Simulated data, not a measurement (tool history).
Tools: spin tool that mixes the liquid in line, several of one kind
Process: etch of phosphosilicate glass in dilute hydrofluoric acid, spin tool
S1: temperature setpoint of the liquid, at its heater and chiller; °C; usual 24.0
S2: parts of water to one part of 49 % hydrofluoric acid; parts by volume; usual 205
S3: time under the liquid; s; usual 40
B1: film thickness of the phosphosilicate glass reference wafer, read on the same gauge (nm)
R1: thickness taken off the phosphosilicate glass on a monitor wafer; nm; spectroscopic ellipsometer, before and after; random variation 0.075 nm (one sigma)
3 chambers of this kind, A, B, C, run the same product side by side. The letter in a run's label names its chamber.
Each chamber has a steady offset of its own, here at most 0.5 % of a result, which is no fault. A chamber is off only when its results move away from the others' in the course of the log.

run,hour,S1,S2,S3,B1,R1
1C,3.6,24.0,205,40,40.000,17.615
2B,8.5,24.0,205,40,39.990,17.532
3A,15.5,24.0,205,40,39.977,17.473
4B,19.3,24.0,205,40,39.993,17.521
5A,27.1,24.0,205,40,39.988,17.443
6C,32.4,24.0,205,40,39.993,17.674
7B,39.5,24.0,205,40,40.031,17.386
8C,43.5,24.0,205,40,40.007,17.687
9A,49.3,24.0,205,40,40.001,17.531
10A,55.5,24.0,205,40,39.987,17.597
11B,60.1,24.0,125,30,40.012,23.781
12C,66.7,24.0,125,30,39.990,24.069
13B,70.9,24.0,125,30,40.000,23.439
14A,75.2,24.0,205,40,39.971,17.423
15C,82.5,24.0,205,40,40.001,17.670
16C,89.4,24.0,205,40,39.996,17.871
17A,96.9,24.0,205,40,39.995,17.570
18B,102.3,24.0,205,40,39.971,17.352
19B,110.5,24.0,205,40,39.994,17.497
20A,117.1,24.0,205,40,40.005,17.710
21C,125.5,24.0,135,30,40.005,22.445
22B,130.1,24.0,135,30,40.007,21.528
23A,138.3,24.0,135,30,39.981,21.725
24C,145.1,25.5,205,40,40.007,19.191
25B,153.5,25.5,205,40,39.981,18.294
26C,158.1,25.5,205,40,39.983,19.266
27A,164.2,24.0,205,40,40.006,17.498
28B,169.4,24.0,280,40,40.011,11.865
29A,176.0,24.0,280,40,40.017,11.801
30C,182.7,24.0,280,40,40.011,12.384
31B,188.4,24.0,205,40,39.998,17.363
32A,194.9,24.0,205,40,39.979,17.608
33C,201.3,21.0,145,40,40.015,25.138
34A,207.3,21.0,145,40,40.009,23.805
35C,212.6,21.0,145,40,39.987,24.839

All 3 chambers run these settings next. Forecast each chamber's results:
36A,218.6,24.0,205,40,,?
36B,218.6,24.0,205,40,,?
36C,218.6,24.0,205,40,,?

run,R1
36A,17.565
36B,17.405
36C,18.546

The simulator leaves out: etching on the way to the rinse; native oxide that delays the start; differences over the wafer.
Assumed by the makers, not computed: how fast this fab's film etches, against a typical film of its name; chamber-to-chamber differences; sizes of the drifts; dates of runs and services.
